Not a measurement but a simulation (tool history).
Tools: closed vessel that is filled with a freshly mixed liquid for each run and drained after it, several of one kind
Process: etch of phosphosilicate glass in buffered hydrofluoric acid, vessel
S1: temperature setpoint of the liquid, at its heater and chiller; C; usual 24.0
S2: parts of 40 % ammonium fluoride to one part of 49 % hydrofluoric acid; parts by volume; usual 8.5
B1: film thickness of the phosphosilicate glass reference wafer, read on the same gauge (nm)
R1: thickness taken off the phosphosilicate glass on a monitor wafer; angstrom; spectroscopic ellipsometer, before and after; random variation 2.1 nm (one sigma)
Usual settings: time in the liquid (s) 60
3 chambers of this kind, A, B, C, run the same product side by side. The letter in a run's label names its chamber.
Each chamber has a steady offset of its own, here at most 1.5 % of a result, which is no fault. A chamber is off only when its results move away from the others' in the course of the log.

Run 1B, hour 10.5: usual settings; B1 69.974. Result: R1 3043.7 angstrom.
Run 2C, hour 16.7: usual settings; B1 69.946. Result: R1 3142.4 angstrom.
Run 3A, hour 24.6: usual settings; B1 70.017. Result: R1 3047.9 angstrom.
Run 4C, hour 36.5: usual settings; B1 70.001. Result: R1 3084.1 angstrom.
Run 5B, hour 43.8: usual settings; B1 69.997. Result: R1 3012.1 angstrom.
Run 6A, hour 52.4: usual settings; B1 70.009. Result: R1 3021.8 angstrom.
Run 7B, hour 59.0: usual settings; B1 69.991. Result: R1 3035.3 angstrom.
Run 8C, hour 71.4: usual settings; B1 69.995. Result: R1 3089.7 angstrom.
Run 9A, hour 78.1: usual settings; B1 70.014. Result: R1 3092.1 angstrom.
Run 10C, hour 87.1: usual settings; B1 70.030. Result: R1 3087.4 angstrom.
Run 11B, hour 95.2: usual settings; B1 70.002. Result: R1 3013.3 angstrom.
Run 12A, hour 108.4: usual settings; B1 69.990. Result: R1 3070.9 angstrom.
Run 13B, hour 119.7: usual settings; B1 69.997. Result: R1 2999.6 angstrom.
Run 14C, hour 127.3: usual settings; B1 69.990. Result: R1 3093.9 angstrom.
Run 15A, hour 136.5: usual settings; B1 69.996. Result: R1 3053.0 angstrom.
Run 16A, hour 149.6: usual settings; B1 69.974. Result: R1 3057.3 angstrom.
At hour 150.3: chamber C: hydrofluoric acid flow meter replaced.
At hour 152.8: chamber A: thermometer replaced.
Run 17C, hour 162.4: usual settings; B1 70.037. Result: R1 3071.6 angstrom.
Run 18B, hour 175.1: usual settings; B1 69.988. Result: R1 3007.7 angstrom.
Run 19B, hour 185.2: usual settings; B1 69.991. Result: R1 2993.2 angstrom.
Run 20C, hour 193.1: usual settings but S1 27.5 C, S2 7.0 parts by volume; B1 69.969. Result: R1 4575.0 angstrom.
Run 21A, hour 199.6: usual settings but S1 27.5 C, S2 7.0 parts by volume; B1 69.971. Result: R1 4521.9 angstrom.
Run 22C, hour 206.7: usual settings but S1 27.5 C, S2 7.0 parts by volume; B1 69.987. Result: R1 4636.8 angstrom.
Run 23A, hour 213.3: usual settings; B1 70.018. Result: R1 3055.5 angstrom.
Run 24B, hour 221.0: usual settings; B1 69.988. Result: R1 3000.7 angstrom.
Run 25C, hour 230.7: usual settings; B1 69.990. Result: R1 3095.5 angstrom.
Run 26A, hour 238.1: usual settings; B1 69.995. Result: R1 3043.9 angstrom.
Run 27B, hour 246.3: usual settings; B1 70.028. Result: R1 3033.0 angstrom.
Run 28C, hour 253.3: usual settings; B1 69.987. Result: R1 3075.5 angstrom.
Run 29A, hour 261.6: usual settings; B1 69.953. Result: R1 3037.5 angstrom.

Next, every chamber runs the same settings. What will each give?
Run 30A, hour 271.3: usual settings but S2 6.5 parts by volume. Result: R1 ?.
Run 30B, hour 271.3: usual settings but S2 6.5 parts by volume. Result: R1 ?.
Run 30C, hour 271.3: usual settings but S2 6.5 parts by volume. Result: R1 ?.

run      R1
30A  4010.8
30B  3954.7
30C  4057.7
